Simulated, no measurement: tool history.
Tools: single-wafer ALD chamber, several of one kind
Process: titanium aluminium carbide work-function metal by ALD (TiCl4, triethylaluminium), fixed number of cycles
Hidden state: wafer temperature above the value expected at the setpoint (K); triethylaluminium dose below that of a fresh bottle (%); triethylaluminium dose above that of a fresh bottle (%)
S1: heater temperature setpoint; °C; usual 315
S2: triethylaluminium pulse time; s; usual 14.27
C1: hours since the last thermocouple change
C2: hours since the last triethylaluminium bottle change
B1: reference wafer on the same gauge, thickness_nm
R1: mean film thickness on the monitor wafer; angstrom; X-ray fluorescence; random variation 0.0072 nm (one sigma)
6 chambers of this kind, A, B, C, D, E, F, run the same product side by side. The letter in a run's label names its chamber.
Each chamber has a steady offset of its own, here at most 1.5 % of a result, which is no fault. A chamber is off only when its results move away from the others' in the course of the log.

run	hour	S1	S2	C1	C2	B1	R1
1F	9.8	315	14.27	1728.5	637.6	2.1995	21.822
2E	18.2	315	14.27	265.5	73.0	2.1991	21.753
3B	23.0	315	14.27	2048.1	205.8	2.2011	21.860
4C	30.6	315	14.27	1099.8	514.2	2.1980	21.670
5A	38.2	304	15.98	1783.3	466.2	2.1985	21.158
6D	46.4	304	15.98	1525.6	1095.0	2.2024	21.128
# hour 46.5: chamber C: thermocouple changed; heater temperature recalibrated
7E	53.4	304	15.98	300.7	108.2	2.1995	20.806
# hour 59.2: chamber C: triethylaluminium bottle replaced
8A	59.7	304	15.98	1804.8	487.7	2.2006	21.242
9C	67.1	304	15.98	20.6	8.0	2.1999	20.847
10B	72.1	304	15.98	2097.2	254.9	2.1994	20.827
11F	77.9	315	14.27	1796.6	705.7	2.1992	21.867
12D	82.7	315	14.27	1561.9	1131.3	2.2001	21.901
13E	93.0	315	14.27	340.3	147.8	2.2010	21.651
14D	103.5	315	14.27	1582.7	1152.1	2.2000	21.880
15B	108.4	315	14.27	2133.5	291.2	2.1977	21.660
16A	115.2	315	14.27	1860.3	543.2	2.2000	22.191
# hour 120.0: chamber A: thermocouple changed; heater temperature recalibrated
17C	124.3	303	9.86	77.8	65.2	2.2007	20.096
18F	134.8	303	9.86	1853.5	762.6	2.2014	20.285
19B	141.1	303	9.86	2166.2	323.9	2.1997	20.221
# hour 142.5: chamber A: triethylaluminium bottle replaced
20C	149.2	303	9.86	102.7	90.1	2.1992	19.956
21F	156.9	303	9.86	1875.6	784.7	2.2003	20.350
22A	164.5	303	9.86	44.5	22.1	2.2001	21.100
23E	174.2	323	14.27	421.5	229.0	2.1979	22.358
24D	180.9	323	14.27	1660.1	1229.5	2.2002	22.722
25D	188.1	323	14.27	1667.3	1236.7	2.1988	22.682
26B	197.7	323	14.27	2222.8	380.5	2.1995	22.654
27E	203.2	323	14.27	450.5	258.0	2.1997	22.386
28F	207.8	323	14.27	1926.5	835.6	2.1972	22.666
29C	218.1	308	14.27	171.6	159.0	2.1993	21.049
30A	227.9	308	14.27	107.9	85.5	2.2000	22.055
31E	234.9	308	14.27	482.2	289.7	2.2015	21.016
32C	241.9	308	14.27	195.4	182.8	2.2005	21.053
33F	250.3	308	14.27	1969.0	878.1	2.1994	21.214
34B	260.2	308	14.27	2285.3	443.0	2.2010	21.109
35D	269.6	315	14.27	1748.8	1318.2	2.1999	22.085
36A	277.7	321	14.27	157.7	135.3	2.1999	23.356
37C	286.5	321	14.27	240.0	227.4	2.1993	22.279

Is one chamber off against the others, does the gauge drift, or is nothing wrong? If a chamber is off, say which, and what the likeliest cause is.

A service left chamber A off against the others.
Cause: wafer temperature above the value expected at the setpoint (K) = 5.81.

Here are 4 candidates for chamber A's next run, each the usual settings with a change, their results left as question marks. Which one brings its results back in line with what the others give on the usual settings?
In line means no further than this from the other chambers' mean on the usual settings: R1 0.250 angstrom
38A-1	294.1	324	15.19				?
38A-2	294.1	306	13.35				?
38A-3	294.1	298	12.55				?
38A-4	294.1	332	15.99				?

The other chambers' mean on the usual settings: R1 21.814 angstrom
run	R1
38A-1	23.568
38A-2	21.816
38A-3	21.025
38A-4	24.337
38A-2 brings the chamber back in line.
